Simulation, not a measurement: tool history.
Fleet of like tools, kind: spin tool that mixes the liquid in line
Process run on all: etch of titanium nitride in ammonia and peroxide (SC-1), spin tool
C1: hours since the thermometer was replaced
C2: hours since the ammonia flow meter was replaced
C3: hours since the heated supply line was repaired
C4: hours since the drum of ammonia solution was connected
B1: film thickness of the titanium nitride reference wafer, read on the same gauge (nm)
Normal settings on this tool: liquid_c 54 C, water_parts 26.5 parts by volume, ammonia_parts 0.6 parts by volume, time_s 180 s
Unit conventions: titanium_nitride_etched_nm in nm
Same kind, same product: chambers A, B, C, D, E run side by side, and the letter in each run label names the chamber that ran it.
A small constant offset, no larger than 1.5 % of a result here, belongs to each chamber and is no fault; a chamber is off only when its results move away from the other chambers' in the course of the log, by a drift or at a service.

Run 1B, hour 11: usual settings; C1 218.7; C2 70; C3 79.8; C4 83.3; B1 99.973. Result: titanium_nitride_etched_nm 5.8726 nm.
Run 2A, hour 17.5: usual settings; C1 1381.6; C2 493.8; C3 3409.9; C4 329.7; B1 99.982. Result: titanium_nitride_etched_nm 5.8244 nm.
Run 3E, hour 25.5: usual settings; C1 1812.3; C2 873.4; C3 615.7; C4 856.8; B1 99.996. Result: titanium_nitride_etched_nm 5.873 nm.
Run 4D, hour 31.9: usual settings; C1 640.3; C2 1075.3; C3 688.9; C4 315.4; B1 99.997. Result: titanium_nitride_etched_nm 5.8544 nm.
Run 5C, hour 42.3: usual settings; C1 499.9; C2 160.3; C3 43.3; C4 320.8; B1 99.997. Result: titanium_nitride_etched_nm 5.8492 nm.
At hour 49.5: chamber E: new drum of ammonia solution connected.
Run 6B, hour 53.9: usual settings; C1 261.6; C2 112.9; C3 122.7; C4 126.2; B1 99.996. Result: titanium_nitride_etched_nm 5.8663 nm.
Run 7D, hour 61.6: usual settings but water_parts 36 parts by volume; C1 670; C2 1105; C3 718.6; C4 345.1; B1 99.995. Result: titanium_nitride_etched_nm 4.9418 nm.
Run 8C, hour 67.6: usual settings but water_parts 36 parts by volume; C1 525.2; C2 185.6; C3 68.6; C4 346.1; B1 99.994. Result: titanium_nitride_etched_nm 4.9764 nm.
At hour 69.8: chamber A: heated supply line repaired.
Run 9E, hour 79.7: usual settings but water_parts 36 parts by volume; C1 1866.5; C2 927.6; C3 669.9; C4 30.3; B1 99.969. Result: titanium_nitride_etched_nm 4.935 nm.
Run 10A, hour 89: usual settings but water_parts 36 parts by volume; C1 1453.1; C2 565.3; C3 19.2; C4 401.2; B1 100.01. Result: titanium_nitride_etched_nm 4.8689 nm.
Run 11D, hour 96: usual settings but water_parts 36 parts by volume; C1 704.4; C2 1139.4; C3 753; C4 379.5; B1 100.01. Result: titanium_nitride_etched_nm 4.9643 nm.
Run 12A, hour 106.5: usual settings; C1 1470.6; C2 582.8; C3 36.7; C4 418.7; B1 100. Result: titanium_nitride_etched_nm 5.8421 nm.
Run 13C, hour 116.9: usual settings; C1 574.5; C2 234.9; C3 117.9; C4 395.4; B1 100. Result: titanium_nitride_etched_nm 5.9338 nm.
Run 14B, hour 129.5: usual settings; C1 337.2; C2 188.5; C3 198.3; C4 201.8; B1 99.997. Result: titanium_nitride_etched_nm 5.8026 nm.
Run 15E, hour 135.5: usual settings; C1 1922.3; C2 983.4; C3 725.7; C4 86.1; B1 99.983. Result: titanium_nitride_etched_nm 5.866 nm.
Run 16A, hour 149.1: usual settings; C1 1513.2; C2 625.4; C3 79.3; C4 461.3; B1 100.02. Result: titanium_nitride_etched_nm 5.8112 nm.
Run 17E, hour 157.9: usual settings; C1 1944.7; C2 1005.8; C3 748.1; C4 108.5; B1 99.997. Result: titanium_nitride_etched_nm 5.7965 nm.
Run 18C, hour 168.4: usual settings; C1 626; C2 286.4; C3 169.4; C4 446.9; B1 99.988. Result: titanium_nitride_etched_nm 5.9334 nm.
Run 19D, hour 181.1: usual settings; C1 789.5; C2 1224.5; C3 838.1; C4 464.6; B1 99.993. Result: titanium_nitride_etched_nm 5.817 nm.
At hour 186.7: chamber C: thermometer replaced.
Run 20B, hour 189.7: usual settings; C1 397.4; C2 248.7; C3 258.5; C4 262; B1 99.985. Result: titanium_nitride_etched_nm 5.6071 nm.
Run 21B, hour 197.1: usual settings; C1 404.8; C2 256.1; C3 265.9; C4 269.4; B1 99.999. Result: titanium_nitride_etched_nm 5.5562 nm.
Run 22D, hour 203.9: usual settings but liquid_c 45 C; C1 812.3; C2 1247.3; C3 860.9; C4 487.4; B1 100. Result: titanium_nitride_etched_nm 3.0723 nm.
Run 23E, hour 217.5: usual settings but liquid_c 45 C; C1 2004.3; C2 1065.4; C3 807.7; C4 168.1; B1 100.02. Result: titanium_nitride_etched_nm 3.1637 nm.
Run 24A, hour 225: usual settings but liquid_c 45 C; C1 1589.1; C2 701.3; C3 155.2; C4 537.2; B1 100.01. Result: titanium_nitride_etched_nm 3.075 nm.
Run 25C, hour 238.6: usual settings but liquid_c 45 C; C1 52; C2 356.6; C3 239.6; C4 517.1; B1 100. Result: titanium_nitride_etched_nm 3.0861 nm.
At hour 250.5: chamber C: new drum of ammonia solution connected.
Run 26A, hour 251: usual settings but liquid_c 45 C; C1 1615.1; C2 727.3; C3 181.2; C4 563.2; B1 100. Result: titanium_nitride_etched_nm 3.0945 nm.
Run 27B, hour 263.6: usual settings; C1 471.3; C2 322.6; C3 332.4; C4 335.9; B1 99.999. Result: titanium_nitride_etched_nm 5.5461 nm.
Run 28D, hour 277.2: usual settings; C1 885.6; C2 1320.6; C3 934.2; C4 560.7; B1 100. Result: titanium_nitride_etched_nm 5.8542 nm.
Run 29E, hour 288.6: usual settings; C1 2075.4; C2 1136.5; C3 878.8; C4 239.2; B1 100. Result: titanium_nitride_etched_nm 5.7674 nm.
Run 30C, hour 301.7: usual settings; C1 115.1; C2 419.7; C3 302.7; C4 51.3; B1 100. Result: titanium_nitride_etched_nm 5.8509 nm.
Run 31D, hour 311.5: usual settings; C1 919.9; C2 1354.9; C3 968.5; C4 595; B1 100.03. Result: titanium_nitride_etched_nm 5.8727 nm.
Run 32E, hour 322.2: usual settings; C1 2109; C2 1170.1; C3 912.4; C4 272.8; B1 99.984. Result: titanium_nitride_etched_nm 5.9005 nm.
Run 33A, hour 331.3: usual settings; C1 1695.4; C2 807.6; C3 261.5; C4 643.5; B1 100. Result: titanium_nitride_etched_nm 5.9095 nm.
Run 34B, hour 339.3: usual settings; C1 547; C2 398.3; C3 408.1; C4 411.6; B1 100.01. Result: titanium_nitride_etched_nm 5.4952 nm.
Run 35C, hour 348.7: usual settings; C1 162.1; C2 466.7; C3 349.7; C4 98.3; B1 100.01. Result: titanium_nitride_etched_nm 5.8227 nm.
At hour 357.3: chamber A: new drum of ammonia solution connected.
Run 36D, hour 358.4: usual settings; C1 966.8; C2 1401.8; C3 1015.4; C4 641.9; B1 100.01. Result: titanium_nitride_etched_nm 5.8897 nm.
Run 37E, hour 364.4: usual settings; C1 2151.2; C2 1212.3; C3 954.6; C4 315; B1 99.994. Result: titanium_nitride_etched_nm 5.781 nm.
Run 38B, hour 371.1: usual settings; C1 578.8; C2 430.1; C3 439.9; C4 443.4; B1 100.02. Result: titanium_nitride_etched_nm 5.3822 nm.
Run 39C, hour 379.3: usual settings; C1 192.7; C2 497.3; C3 380.3; C4 128.9; B1 100.02. Result: titanium_nitride_etched_nm 5.9173 nm.
Run 40A, hour 390.2: usual settings; C1 1754.3; C2 866.5; C3 320.4; C4 32.9; B1 100.01. Result: titanium_nitride_etched_nm 5.8109 nm.
Run 41E, hour 402.7: usual settings; C1 2189.5; C2 1250.6; C3 992.9; C4 353.3; B1 100.02. Result: titanium_nitride_etched_nm 5.868 nm.

Which is it: a chamber that has drifted or been left off by a service, a gauge drift common to all chambers, or only each chamber's usual small offset? If a chamber is off, name it and its likeliest cause.

One chamber, B, drifts off from the rest bit by bit.
What lies behind it: liquid colder than its thermometer reads (K) = 1.34.
The log might look much the same if the cause were instead: temperature lost on the way to the wafer (K).

Here are 4 candidates for chamber B's next run, each the usual settings with a change, their results left as question marks. Which one brings its results back in line with what the others give on the usual settings?
Allowed miss from the other chambers' usual-settings mean, per result, to count as in line: titanium_nitride_etched_nm 0.16 nm
Run 42B-1, hour 412.6: usual settings but liquid_c 51 C. Result: titanium_nitride_etched_nm ?.
Run 42B-2, hour 412.6: usual settings but water_parts 26 parts by volume, time_s 195 s. Result: titanium_nitride_etched_nm ?.
Run 42B-3, hour 412.6: usual settings but liquid_c 55.5 C, water_parts 25.5 parts by volume, time_s 195 s. Result: titanium_nitride_etched_nm ?.
Run 42B-4, hour 412.6: usual settings but time_s 165 s. Result: titanium_nitride_etched_nm ?.

The other chambers' mean on the usual settings: titanium_nitride_etched_nm 5.8491 nm
  run  titanium_nitride_etched_nm
42B-1                      4.3138
42B-2                      5.8347
42B-3                      6.5448
42B-4                      4.8834
42B-2 brings the chamber back in line.
